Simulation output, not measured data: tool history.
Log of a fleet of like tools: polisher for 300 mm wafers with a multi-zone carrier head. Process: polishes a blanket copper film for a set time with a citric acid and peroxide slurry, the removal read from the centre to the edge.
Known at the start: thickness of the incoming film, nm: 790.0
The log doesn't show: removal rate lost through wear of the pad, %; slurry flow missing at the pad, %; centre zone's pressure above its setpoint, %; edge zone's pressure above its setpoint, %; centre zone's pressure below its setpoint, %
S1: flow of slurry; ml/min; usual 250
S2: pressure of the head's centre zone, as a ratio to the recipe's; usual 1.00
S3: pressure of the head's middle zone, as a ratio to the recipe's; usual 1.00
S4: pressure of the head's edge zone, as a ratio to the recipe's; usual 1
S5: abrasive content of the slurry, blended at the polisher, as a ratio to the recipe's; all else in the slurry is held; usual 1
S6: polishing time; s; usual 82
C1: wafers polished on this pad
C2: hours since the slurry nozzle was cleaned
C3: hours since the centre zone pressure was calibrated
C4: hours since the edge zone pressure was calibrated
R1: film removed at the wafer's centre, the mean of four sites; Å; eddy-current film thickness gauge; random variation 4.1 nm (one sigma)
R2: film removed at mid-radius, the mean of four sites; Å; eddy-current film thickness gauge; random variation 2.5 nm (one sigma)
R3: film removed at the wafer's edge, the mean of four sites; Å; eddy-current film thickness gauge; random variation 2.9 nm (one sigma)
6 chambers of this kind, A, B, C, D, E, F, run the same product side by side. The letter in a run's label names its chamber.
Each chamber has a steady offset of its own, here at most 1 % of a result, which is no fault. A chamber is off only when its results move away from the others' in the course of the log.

{"run": "1C", "hour": 4.3, "S1": 250, "S2": 1.0, "S3": 1.0, "S4": 1, "S5": 1, "S6": 82, "C1": 105, "C2": 14.7, "C3": 28.1, "C4": 584.0, "R1": 3238.5, "R2": 3130.2, "R3": 3169.7}
{"run": "2D", "hour": 7.2, "S1": 250, "S2": 1.0, "S3": 1.0, "S4": 1, "S5": 1, "S6": 82, "C1": 429, "C2": 286.9, "C3": 839.2, "C4": 1210.7, "R1": 3190.5, "R2": 3097.2, "R3": 3218.0}
{"run": "3A", "hour": 10.4, "S1": 250, "S2": 1.0, "S3": 1.0, "S4": 1, "S5": 1, "S6": 82, "C1": 751, "C2": 353.4, "C3": 431.9, "C4": 102.7, "R1": 3123.1, "R2": 3167.5, "R3": 3167.1}
{"run": "4B", "hour": 14.3, "S1": 250, "S2": 1.0, "S3": 1.0, "S4": 1, "S5": 1, "S6": 82, "C1": 225, "C2": 617.8, "C3": 1054.3, "C4": 507.0, "R1": 3225.4, "R2": 3162.9, "R3": 3153.1}
{"run": "5F", "hour": 20.2, "S1": 250, "S2": 1.0, "S3": 1.0, "S4": 1, "S5": 1, "S6": 82, "C1": 289, "C2": 203.5, "C3": 181.7, "C4": 233.2, "R1": 3098.1, "R2": 3158.6, "R3": 3142.7}
{"hour": 25.0, "done": "chamber D: worn pad replaced by a new one"}
{"run": "6E", "hour": 25.3, "S1": 250, "S2": 1.0, "S3": 1.0, "S4": 1, "S5": 1, "S6": 82, "C1": 726, "C2": 495.1, "C3": 595.5, "C4": 810.3, "R1": 3142.5, "R2": 3125.5, "R3": 3189.4}
{"hour": 27.8, "done": "chamber E: edge zone pressure recalibrated"}
{"run": "7D", "hour": 30.6, "S1": 250, "S2": 1.0, "S3": 1.0, "S4": 1, "S5": 1, "S6": 82, "C1": 42, "C2": 310.3, "C3": 862.6, "C4": 1234.1, "R1": 3087.6, "R2": 3131.5, "R3": 3211.5}
{"run": "8B", "hour": 33.8, "S1": 250, "S2": 1.09, "S3": 1.0, "S4": 1, "S5": 1, "S6": 82, "C1": 372, "C2": 637.3, "C3": 1073.8, "C4": 526.5, "R1": 3410.1, "R2": 3155.5, "R3": 3098.6}
{"run": "9C", "hour": 38.1, "S1": 250, "S2": 1.09, "S3": 1.0, "S4": 1, "S5": 1, "S6": 82, "C1": 359, "C2": 48.5, "C3": 61.9, "C4": 617.8, "R1": 3460.2, "R2": 3152.9, "R3": 3185.6}
{"hour": 41.4, "done": "chamber B: worn pad replaced by a new one"}
{"run": "10F", "hour": 43.8, "S1": 250, "S2": 1.09, "S3": 1.0, "S4": 1, "S5": 1, "S6": 82, "C1": 467, "C2": 227.1, "C3": 205.3, "C4": 256.8, "R1": 3487.1, "R2": 3127.4, "R3": 3179.2}
{"run": "11E", "hour": 49.2, "S1": 250, "S2": 1.09, "S3": 1.0, "S4": 1, "S5": 1, "S6": 82, "C1": 906, "C2": 519.0, "C3": 619.4, "C4": 21.4, "R1": 3451.3, "R2": 3090.6, "R3": 3176.9}
{"run": "12A", "hour": 52.0, "S1": 250, "S2": 1.09, "S3": 1.0, "S4": 1, "S5": 1, "S6": 82, "C1": 1064, "C2": 395.0, "C3": 473.5, "C4": 144.3, "R1": 3396.8, "R2": 3123.3, "R3": 3140.4}
{"run": "13D", "hour": 54.9, "S1": 250, "S2": 1.09, "S3": 1.0, "S4": 1, "S5": 1, "S6": 82, "C1": 225, "C2": 334.6, "C3": 886.9, "C4": 1258.4, "R1": 3285.1, "R2": 3111.9, "R3": 3167.9}
{"run": "14B", "hour": 60.6, "S1": 250, "S2": 1.0, "S3": 1.0, "S4": 1, "S5": 1, "S6": 82, "C1": 144, "C2": 664.1, "C3": 1100.6, "C4": 553.3, "R1": 3187.6, "R2": 3170.3, "R3": 3130.1}
{"hour": 62.6, "done": "chamber A: worn pad replaced by a new one"}
{"run": "15E", "hour": 64.5, "S1": 250, "S2": 1.0, "S3": 1.0, "S4": 1, "S5": 1, "S6": 82, "C1": 1021, "C2": 534.3, "C3": 634.7, "C4": 36.7, "R1": 3144.1, "R2": 3116.4, "R3": 3112.0}
{"run": "16F", "hour": 67.7, "S1": 250, "S2": 1.0, "S3": 1.0, "S4": 1, "S5": 1, "S6": 82, "C1": 647, "C2": 251.0, "C3": 229.2, "C4": 280.7, "R1": 3194.0, "R2": 3145.2, "R3": 3096.6}
{"run": "17A", "hour": 71.3, "S1": 250, "S2": 1.0, "S3": 1.0, "S4": 1, "S5": 1, "S6": 82, "C1": 65, "C2": 414.3, "C3": 492.8, "C4": 163.6, "R1": 3170.9, "R2": 3138.0, "R3": 3175.8}
{"run": "18C", "hour": 75.0, "S1": 250, "S2": 1.0, "S3": 1.0, "S4": 1, "S5": 1, "S6": 82, "C1": 637, "C2": 85.4, "C3": 98.8, "C4": 654.7, "R1": 3088.3, "R2": 3134.0, "R3": 3201.4}
{"hour": 76.3, "done": "chamber F: worn pad replaced by a new one"}
{"run": "19F", "hour": 80.8, "S1": 250, "S2": 1.0, "S3": 1.0, "S4": 1, "S5": 1, "S6": 82, "C1": 34, "C2": 264.1, "C3": 242.3, "C4": 293.8, "R1": 3167.3, "R2": 3120.7, "R3": 3135.4}
{"hour": 81.0, "done": "chamber E: worn pad replaced by a new one"}
{"run": "20A", "hour": 85.1, "S1": 250, "S2": 1.0, "S3": 0.95, "S4": 1, "S5": 1, "S6": 109, "C1": 169, "C2": 428.1, "C3": 506.6, "C4": 177.4, "R1": 4122.7, "R2": 4003.1, "R3": 4166.6}
{"hour": 87.3, "done": "chamber D: worn pad replaced by a new one"}
{"run": "21D", "hour": 89.6, "S1": 250, "S2": 1.0, "S3": 0.95, "S4": 1, "S5": 1, "S6": 109, "C1": 17, "C2": 369.3, "C3": 921.6, "C4": 1293.1, "R1": 3986.8, "R2": 3828.2, "R3": 4158.5}
{"run": "22B", "hour": 94.7, "S1": 250, "S2": 1.0, "S3": 0.95, "S4": 1, "S5": 1, "S6": 109, "C1": 401, "C2": 698.2, "C3": 1134.7, "C4": 587.4, "R1": 4230.8, "R2": 3968.3, "R3": 4162.6}
{"run": "23E", "hour": 97.7, "S1": 250, "S2": 1.0, "S3": 0.95, "S4": 1, "S5": 1, "S6": 109, "C1": 126, "C2": 567.5, "C3": 667.9, "C4": 69.9, "R1": 4189.9, "R2": 4009.7, "R3": 4269.1}
{"run": "24C", "hour": 101.8, "S1": 250, "S2": 1.0, "S3": 0.95, "S4": 1, "S5": 1, "S6": 109, "C1": 839, "C2": 112.2, "C3": 125.6, "C4": 681.5, "R1": 4203.3, "R2": 3943.1, "R3": 4206.5}
{"run": "25B", "hour": 105.2, "S1": 250, "S2": 1.0, "S3": 0.95, "S4": 1, "S5": 1, "S6": 109, "C1": 480, "C2": 708.7, "C3": 1145.2, "C4": 597.9, "R1": 4269.4, "R2": 4028.2, "R3": 4179.3}
{"hour": 107.7, "done": "chamber B: worn pad replaced by a new one"}
{"hour": 108.2, "done": "chamber C: worn pad replaced by a new one"}
{"run": "26F", "hour": 108.9, "S1": 250, "S2": 1.0, "S3": 1.0, "S4": 1, "S5": 1, "S6": 82, "C1": 245, "C2": 292.2, "C3": 270.4, "C4": 321.9, "R1": 3255.5, "R2": 3141.3, "R3": 3139.2}
{"run": "27D", "hour": 114.1, "S1": 250, "S2": 1.0, "S3": 1.0, "S4": 1, "S5": 1, "S6": 82, "C1": 202, "C2": 393.8, "C3": 946.1, "C4": 1317.6, "R1": 2970.3, "R2": 2994.4, "R3": 3055.3}
{"hour": 117.6, "done": "chamber B: slurry nozzle cleaned"}
{"run": "28A", "hour": 119.2, "S1": 250, "S2": 1.0, "S3": 1.0, "S4": 1, "S5": 1, "S6": 82, "C1": 426, "C2": 462.2, "C3": 540.7, "C4": 211.5, "R1": 3101.3, "R2": 3156.6, "R3": 3157.9}
{"run": "29E", "hour": 122.7, "S1": 250, "S2": 1.0, "S3": 1.0, "S4": 1, "S5": 1, "S6": 82, "C1": 314, "C2": 592.5, "C3": 692.9, "C4": 94.9, "R1": 3174.8, "R2": 3134.1, "R3": 3155.5}
{"run": "30C", "hour": 125.8, "S1": 250, "S2": 1.0, "S3": 1.0, "S4": 1, "S5": 1, "S6": 82, "C1": 132, "C2": 136.2, "C3": 149.6, "C4": 705.5, "R1": 3146.1, "R2": 3178.2, "R3": 3143.4}
{"hour": 127.3, "done": "chamber D: edge zone pressure recalibrated"}
{"run": "31C", "hour": 130.0, "S1": 250, "S2": 1.0, "S3": 1.0, "S4": 1, "S5": 1, "S6": 82, "C1": 164, "C2": 140.4, "C3": 153.8, "C4": 709.7, "R1": 3171.4, "R2": 3104.3, "R3": 3122.0}
{"run": "32B", "hour": 132.9, "S1": 250, "S2": 0.95, "S3": 1.07, "S4": 1, "S5": 1, "S6": 82, "C1": 189, "C2": 15.4, "C3": 1172.9, "C4": 625.6, "R1": 3023.0, "R2": 3359.0, "R3": 3173.3}
{"run": "33F", "hour": 136.8, "S1": 250, "S2": 0.95, "S3": 1.07, "S4": 1, "S5": 1, "S6": 82, "C1": 455, "C2": 320.1, "C3": 298.3, "C4": 349.8, "R1": 3026.8, "R2": 3349.4, "R3": 3087.1}
{"run": "34A", "hour": 142.2, "S1": 250, "S2": 0.95, "S3": 1.07, "S4": 1, "S5": 1, "S6": 82, "C1": 599, "C2": 485.2, "C3": 563.7, "C4": 234.5, "R1": 2985.2, "R2": 3301.9, "R3": 3224.6}
{"run": "35E", "hour": 147.1, "S1": 250, "S2": 0.95, "S3": 1.07, "S4": 1, "S5": 1, "S6": 82, "C1": 498, "C2": 616.9, "C3": 717.3, "C4": 119.3, "R1": 2981.9, "R2": 3401.1, "R3": 3107.1}
{"run": "36D", "hour": 152.1, "S1": 250, "S2": 0.95, "S3": 1.07, "S4": 1, "S5": 1, "S6": 82, "C1": 488, "C2": 431.8, "C3": 984.1, "C4": 24.9, "R1": 2823.5, "R2": 3057.3, "R3": 3049.6}
{"hour": 154.8, "done": "chamber D: worn pad replaced by a new one"}
{"run": "37D", "hour": 155.2, "S1": 250, "S2": 0.95, "S3": 1.07, "S4": 1, "S5": 1, "S6": 82, "C1": 3, "C2": 434.9, "C3": 987.2, "C4": 28.0, "R1": 2753.2, "R2": 3104.6, "R3": 3067.1}
{"run": "38A", "hour": 159.4, "S1": 250, "S2": 1.0, "S3": 1.07, "S4": 1, "S5": 1, "S6": 82, "C1": 729, "C2": 502.4, "C3": 580.9, "C4": 251.7, "R1": 3078.4, "R2": 3373.5, "R3": 3145.2}
{"hour": 159.5, "done": "chamber E: slurry nozzle cleaned"}
{"run": "39E", "hour": 164.0, "S1": 250, "S2": 1.0, "S3": 1.07, "S4": 1, "S5": 1, "S6": 82, "C1": 625, "C2": 4.5, "C3": 734.2, "C4": 136.2, "R1": 3117.7, "R2": 3367.5, "R3": 3145.4}

What goes on in this fleet: one chamber off, a drifting gauge, or nothing beyond the chambers' own small offsets? Name the chamber and the cause, if any.

Chamber D drifts away from the others.
Cause: slurry flow missing at the pad, % = 41.

Here are 4 candidates for chamber D's next run, each the usual settings with a change, their results left as question marks. Which one brings its results back in line with what the others give on the usual settings?
In line means no further than this from the other chambers' mean on the usual settings: R1 140.0 Å; R2 88.0 Å; R3 100.0 Å
{"run": "40D-1", "hour": 168.4, "S1": 240, "S2": 0.97, "S3": 0.98, "S4": 1.02, "S5": 1, "S6": 77, "R1": "?", "R2": "?", "R3": "?"}
{"run": "40D-2", "hour": 168.4, "S1": 260, "S2": 1.03, "S3": 1.02, "S4": 0.98, "S5": 1, "S6": 87, "R1": "?", "R2": "?", "R3": "?"}
{"run": "40D-3", "hour": 168.4, "S1": 245, "S2": 0.99, "S3": 0.99, "S4": 1.01, "S5": 1, "S6": 80, "R1": "?", "R2": "?", "R3": "?"}
{"run": "40D-4", "hour": 168.4, "S1": 255, "S2": 1.01, "S3": 1.01, "S4": 0.99, "S5": 1, "S6": 84, "R1": "?", "R2": "?", "R3": "?"}

The other chambers' mean on the usual settings: R1 3159.4 Å; R2 3147.5 Å; R3 3156.3 Å
run=40D-1 R1=2588.7 R2=2641.9 R3=2832.0
run=40D-2 R1=3180.1 R2=3144.8 R3=3165.4
run=40D-3 R1=2763.7 R2=2781.8 R3=2935.0
run=40D-4 R1=2992.5 R2=2998.1 R3=3065.1
40D-2 brings the chamber back in line.
